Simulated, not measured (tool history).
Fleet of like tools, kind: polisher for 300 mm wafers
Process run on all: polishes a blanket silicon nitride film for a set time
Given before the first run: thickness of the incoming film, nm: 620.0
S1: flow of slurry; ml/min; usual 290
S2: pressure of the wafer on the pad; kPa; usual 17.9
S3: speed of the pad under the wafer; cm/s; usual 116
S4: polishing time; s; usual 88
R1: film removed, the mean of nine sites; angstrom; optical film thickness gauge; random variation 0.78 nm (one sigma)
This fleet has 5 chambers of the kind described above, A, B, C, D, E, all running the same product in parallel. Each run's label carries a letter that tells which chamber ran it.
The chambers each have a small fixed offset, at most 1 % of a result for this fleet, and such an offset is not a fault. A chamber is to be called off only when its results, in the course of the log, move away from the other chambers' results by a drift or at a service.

run,hour,S1,S2,S3,S4,R1
1C,7.0,290,17.9,116,88,1210.0
# hour 9.7: chamber D: worn pad replaced by a new one
2E,14.5,290,17.9,116,88,1195.9
3D,20.3,290,17.9,116,88,1179.8
# hour 26.1: chamber B: worn pad replaced by a new one
4B,26.2,290,17.9,116,88,1203.5
# hour 35.5: chamber C: worn pad replaced by a new one
5A,36.6,290,17.9,116,88,1195.2
# hour 41.5: chamber B: slurry nozzle cleaned
6C,42.7,290,17.9,116,88,1215.1
7E,48.2,290,17.9,116,88,1196.9
# hour 50.6: chamber A: worn pad replaced by a new one
8B,55.2,290,17.9,116,88,1201.0
9D,63.2,290,17.9,116,88,1194.6
10A,69.3,290,24.1,116,88,1625.1
11D,79.9,290,24.1,116,88,1602.1
# hour 84.9: chamber E: worn pad replaced by a new one
12B,89.7,290,24.1,116,88,1625.4
13E,98.7,290,24.1,116,88,1610.5
14C,104.4,290,24.1,116,88,1623.0
15A,115.8,290,17.9,116,88,1187.7
# hour 116.2: chamber C: slurry nozzle cleaned
# hour 119.2: chamber D: worn pad replaced by a new one
16D,126.7,290,17.9,116,88,1189.4
# hour 126.9: chamber C: worn pad replaced by a new one
17E,134.7,290,17.9,116,88,1201.8
# hour 138.4: chamber D: slurry nozzle cleaned
18B,146.4,290,17.9,116,88,1206.2
19C,154.3,290,17.9,116,88,1200.2
# hour 158.4: chamber C: head pressure recalibrated
# hour 158.6: chamber A: worn pad replaced by a new one
20A,161.6,290,17.9,116,116,1582.3
21A,172.6,290,17.9,116,116,1580.7
22C,181.7,290,17.9,116,116,1687.9
23E,191.4,290,17.9,116,116,1591.8
# hour 193.4: chamber E: worn pad replaced by a new one
24D,196.6,290,17.9,116,116,1569.7
# hour 203.4: chamber B: worn pad replaced by a new one
25B,205.5,290,17.9,116,88,1198.9
26C,216.0,290,17.9,116,88,1279.8
# hour 216.1: chamber E: slurry nozzle cleaned
# hour 226.6: chamber D: worn pad replaced by a new one
27E,227.7,290,17.9,116,88,1206.7
28A,235.0,290,17.9,116,88,1181.2
# hour 242.8: chamber B: head pressure recalibrated
29B,244.0,290,17.9,116,88,1204.2
30D,250.6,290,17.9,116,88,1197.0
31E,259.2,290,17.9,116,88,1192.6
32B,269.2,290,17.9,116,88,1199.8
33D,278.1,290,17.9,116,88,1192.7
# hour 280.4: chamber A: worn pad replaced by a new one
34A,285.9,290,17.9,116,88,1212.6

Decide between three cases: one chamber stands off from its peers, the gauge reading all wafers drifts, or nothing is wrong past each chamber's small offset. Where a chamber is off, say which and what most likely put it there.

A service on chamber C put it out of line with the rest.
Cause: head's pressure above its setpoint, % = 6.28.

Which of the 4 candidates below, each the usual settings with something changed and its results left as question marks, puts chamber C back in line with what the other chambers give on the usual settings?
In line means no further than this from the other chambers' mean on the usual settings: R1 27.0 angstrom
35C-1,294.4,290,17.9,110,82,?
35C-2,294.4,290,17.9,122,94,?
35C-3,294.4,290,17.2,116,85,?
35C-4,294.4,290,18.6,120,88,?

The mean the other chambers reach with the usual settings: R1 1197.8 angstrom
run,R1
35C-1,1149.2
35C-2,1431.0
35C-3,1194.3
35C-4,1373.7
Change 35C-3 lands the chamber within the allowed miss of the other chambers.
